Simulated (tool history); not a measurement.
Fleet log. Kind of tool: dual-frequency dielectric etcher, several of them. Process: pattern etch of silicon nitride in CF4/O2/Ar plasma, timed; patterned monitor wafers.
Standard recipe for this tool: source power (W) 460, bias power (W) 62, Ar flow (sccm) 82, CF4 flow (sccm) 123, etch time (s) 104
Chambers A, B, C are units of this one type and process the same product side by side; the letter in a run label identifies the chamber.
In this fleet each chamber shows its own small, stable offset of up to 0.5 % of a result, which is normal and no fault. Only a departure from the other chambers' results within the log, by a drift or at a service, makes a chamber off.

run	day	source power (W)	bias power (W)	Ar flow (sccm)	CF4 flow (sccm)	etch time (s)	read-back reference wafer on the same gauge, depth_nm	mean etch depth across the wafer (Å)
1A	0.212	460	62	82	123	104	174.92	2077.0
2B	0.475	460	62	82	123	104	174.91	2080.2
3C	0.692	460	62	82	123	104	174.87	2073.9
4A	0.892	460	62	82	123	104	174.93	2077.2
5C	1.112	460	62	82	123	104	174.84	2071.8
6B	1.362	460	62	82	123	104	174.78	2077.4
7B	1.542	460	62	82	123	104	174.78	2076.0
# day 1.588: chamber C: bias power generator calibrated
8C	1.750	460	50	68	123	104	174.73	1955.3
9A	1.883	460	50	68	123	104	174.76	1951.0
10B	2.167	460	50	68	123	104	174.70	1953.5
11C	2.438	460	62	82	123	104	174.62	2070.7
12A	2.600	460	62	82	123	104	174.60	2073.4
13C	2.888	460	62	82	123	104	174.63	2072.6
14A	3.138	460	62	82	123	104	174.51	2064.6
15B	3.412	460	62	82	123	104	174.54	2072.6
16A	3.596	460	62	82	123	91	174.49	1810.6
17C	3.754	460	62	82	123	91	174.45	1813.2
18B	4.029	460	62	82	123	91	174.45	1817.2
19B	4.196	460	62	82	123	104	174.38	2070.5
20C	4.400	460	62	82	123	104	174.29	2070.6
21A	4.688	360	62	82	140	104	174.28	1692.7
22A	4.888	360	62	82	140	104	174.29	1689.9
23B	5.167	360	62	82	140	104	174.28	1686.5
24C	5.392	460	62	82	95	104	174.22	2017.0
25C	5.654	460	62	82	95	104	174.13	2015.1
26B	5.938	460	62	82	95	104	174.15	2017.8
27A	6.229	460	62	82	123	104	174.04	2066.8
28C	6.396	460	62	82	123	104	174.09	2061.3
29A	6.667	460	62	82	146	104	174.01	2098.4
30B	6.879	460	62	82	146	104	173.99	2095.9
31A	7.038	460	62	82	146	104	173.96	2099.9

The same settings go to every chamber for the next run, one line per chamber below. Forecast the results for each:
32A	7.262	460	62	82	123	104		?
32B	7.262	460	62	82	123	104		?
32C	7.262	460	62	82	123	104		?

run	mean etch depth across the wafer (Å)
32A	2060.8
32B	2057.7
32C	2059.7

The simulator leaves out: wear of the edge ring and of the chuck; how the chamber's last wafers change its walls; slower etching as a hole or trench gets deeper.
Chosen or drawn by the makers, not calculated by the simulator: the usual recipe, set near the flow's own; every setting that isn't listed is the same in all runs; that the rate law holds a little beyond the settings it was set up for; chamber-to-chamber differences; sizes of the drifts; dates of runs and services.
